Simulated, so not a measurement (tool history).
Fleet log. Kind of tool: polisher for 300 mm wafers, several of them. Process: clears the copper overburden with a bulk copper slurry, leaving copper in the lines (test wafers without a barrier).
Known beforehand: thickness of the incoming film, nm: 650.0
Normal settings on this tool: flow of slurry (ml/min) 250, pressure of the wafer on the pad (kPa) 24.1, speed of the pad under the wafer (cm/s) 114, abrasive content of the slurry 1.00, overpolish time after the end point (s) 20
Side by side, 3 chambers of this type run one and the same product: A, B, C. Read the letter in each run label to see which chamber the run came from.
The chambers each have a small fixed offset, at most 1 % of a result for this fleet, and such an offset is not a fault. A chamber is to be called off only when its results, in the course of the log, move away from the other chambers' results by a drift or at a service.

run     day  flow of slurry (ml/min)  pressure of the wafer on the pad (kPa)  speed of the pad under the wafer (cm/s)  abrasive content of the slurry  overpolish time after the end point (s)  wafers polished on this pad  hours since the slurry nozzle was cleaned  hours since the head pressure was calibrated  hours since the slurry blender was calibrated  time until the end point was called (s)  dishing of a wide line in a test structure (Å)
 1C   0.271                      250                                    24.1                                      114                            1.00                                       20                          773                                      120.8                                         713.5                                          181.4                                   46.345                                          1325.5
      0.346  -- chamber C: worn pad replaced by a new one
 2B   0.567                      250                                    24.1                                      114                            1.00                                       20                         1466                                       21.9                                        1195.6                                          292.1                                   45.827                                          1379.6
      0.708  -- chamber B: worn pad replaced by a new one
 3A   0.846                      250                                    24.1                                      114                            1.00                                       20                          364                                      259.8                                         883.4                                          252.6                                   45.824                                          1309.5
      1.025  -- chamber B: head pressure recalibrated
 4C   1.183                      250                                    24.1                                      114                            1.00                                       20                          254                                      142.7                                         735.4                                          203.3                                   45.353                                          1316.0
 5A   1.683                      250                                    24.1                                      114                            1.00                                       20                          618                                      279.9                                         903.5                                          272.7                                   45.951                                          1314.7
 6B   2.004                      250                                    24.1                                      114                            1.00                                       20                          392                                       56.4                                          23.6                                          326.6                                   46.755                                          1323.1
      2.200  -- chamber A: worn pad replaced by a new one
 7A   2.379                      250                                    24.1                                      114                            1.00                                       20                           54                                      296.6                                         920.2                                          289.4                                   45.142                                          1336.7
 8C   2.688                      250                                    24.1                                      114                            1.00                                       20                          710                                      178.8                                         771.5                                          239.4                                   46.193                                          1338.0
      2.838  -- chamber C: worn pad replaced by a new one
 9B   3.154                      250                                    24.1                                      114                            1.00                                       20                          741                                       84.0                                          51.2                                          354.2                                   45.587                                          1339.2
10B   3.475                      250                                    24.1                                      114                            1.00                                       20                          838                                       91.7                                          58.9                                          361.9                                   44.777                                          1328.1
11A   3.892                      250                                    24.1                                      114                            1.00                                       20                          512                                      332.9                                         956.5                                          325.7                                   45.807                                          1348.9
      3.908  -- chamber B: slurry blender recalibrated
      4.079  -- chamber A: head pressure recalibrated
12C   4.254                      250                                    24.1                                      114                            1.00                                       20                          429                                      216.4                                         809.1                                          277.0                                   45.116                                          1321.1
      4.708  -- chamber A: worn pad replaced by a new one
13C   4.767                      250                                    24.1                                      114                            1.00                                       20                          584                                      228.7                                         821.4                                          289.3                                   45.327                                          1343.5
14B   5.208                      250                                    24.1                                      114                            1.00                                       20                         1362                                      133.3                                         100.5                                           31.2                                   46.230                                          1357.7
15A   5.467                      250                                    24.1                                      114                            1.00                                       20                          229                                      370.7                                          33.3                                          363.5                                   49.423                                          1285.6
      5.738  -- chamber C: worn pad replaced by a new one
16C   5.800                      250                                    24.1                                      114                            1.00                                       20                           19                                      253.5                                         846.2                                          314.1                                   45.370                                          1327.6
      5.846  -- chamber B: worn pad replaced by a new one
17A   6.238                      250                                    24.1                                      114                            1.00                                       20                          463                                      389.2                                          51.8                                          382.0                                   48.665                                          1288.3
18B   6.608                      250                                    24.1                                      114                            1.00                                       20                          231                                      166.9                                         134.1                                           64.8                                   45.651                                          1308.4
19A   7.092                      250                                    24.1                                      114                            1.00                                       20                          721                                      409.7                                          72.3                                          402.5                                   49.080                                          1263.4
20B   7.417                      250                                    24.1                                      102                            1.15                                       20                          476                                      186.3                                         153.5                                           84.2                                   49.890                                          1239.9
      7.629  -- chamber A: worn pad replaced by a new one
21C   7.854                      250                                    24.1                                      102                            1.15                                       20                          641                                      302.8                                         895.5                                          363.4                                   49.650                                          1263.2
22C   8.158                      250                                    24.1                                      102                            1.15                                       20                          733                                      310.1                                         902.8                                          370.7                                   49.599                                          1236.7
      8.350  -- chamber C: slurry blender recalibrated
      8.575  -- chamber C: worn pad replaced by a new one
23B   8.658                      250                                    24.1                                      114                            1.00                                       20                          852                                      216.1                                         183.3                                          114.0                                   45.467                                          1333.2
24A   9.162                      170                                    24.1                                      126                            1.00                                       20                          465                                      459.4                                         122.0                                          452.2                                   47.263                                          1283.8
25B   9.688                      170                                    24.1                                      126                            1.00                                       20                         1163                                      240.8                                         208.0                                          138.7                                   43.916                                          1406.7
     10.100  -- chamber A: worn pad replaced by a new one
26A  10.196                      170                                    24.1                                      126                            1.00                                       20                           29                                      484.2                                         146.8                                          477.0                                   47.022                                          1298.0
     10.667  -- chamber A: slurry blender recalibrated
27C  10.700                      250                                    24.1                                      114                            1.00                                       20                          643                                      371.1                                         963.8                                           56.5                                   45.752                                          1311.3
     10.725  -- chamber B: worn pad replaced by a new one
     10.988  -- chamber C: worn pad replaced by a new one
28C  11.183                      250                                    24.1                                      114                            1.00                                       20                           59                                      382.7                                         975.4                                           68.1                                   46.621                                          1302.0
29A  11.567                      250                                    24.1                                      114                            1.00                                       20                          444                                      517.1                                         179.7                                           21.6                                   49.198                                          1269.2
30B  11.829                      250                                    24.1                                      114                            1.00                                       20                          334                                      292.2                                         259.4                                          190.1                                   45.750                                          1295.5
31C  12.167                      250                                    24.1                                      114                            1.00                                       20                          357                                      406.3                                         999.0                                           91.7                                   45.673                                          1349.1
     12.442  -- chamber A: worn pad replaced by a new one
32B  12.533                      250                                    24.1                                      114                            1.00                                       20                          547                                      309.1                                         276.3                                          207.0                                   46.567                                          1359.6
33A  12.900                      250                                    24.1                                      114                            0.90                                       20                          138                                      549.1                                         211.7                                           53.6                                   50.345                                          1238.4

One chamber off, gauge drift, or nothing amiss beyond the chambers' own small offsets? If it is a chamber, which one, and what is the likeliest cause?

Chamber A has stood off from the others ever since a service on it.
What lies behind it: head's pressure below its setpoint, % = 6.84.

Chamber A could run next with any of the 4 candidate recipes listed below; each alters the usual settings, and their results appear as question marks. Which one brings its results back in line with what the other chambers deliver on the usual settings?
Counts as in line when no further than this from what the other chambers average on the usual settings: time until the end point was called (s) 1.400; dishing of a wide line in a test structure (Å) 82.0
34A-1  13.275                      250                                    22.1                                      106                            1.00                                       19                                                                                                                                                                                                             ?                                               ?
34A-2  13.275                      250                                    23.4                                      108                            1.00                                       20                                                                                                                                                                                                             ?                                               ?
34A-3  13.275                      255                                    26.2                                      124                            1.00                                       20                                                                                                                                                                                                             ?                                               ?
34A-4  13.275                      250                                    25.5                                      118                            1.00                                       20                                                                                                                                                                                                             ?                                               ?

Mean of the other chambers on the usual settings: time until the end point was called (s) 45.830; dishing of a wide line in a test structure (Å) 1337.4
  run  time until the end point was called (s)  dishing of a wide line in a test structure (Å)
34A-1                                   58.361                                          1091.3
34A-2                                   53.854                                          1192.2
34A-3                                   41.777                                          1395.2
34A-4                                   45.217                                          1332.9
With 34A-4, the chamber falls back in line with the rest.
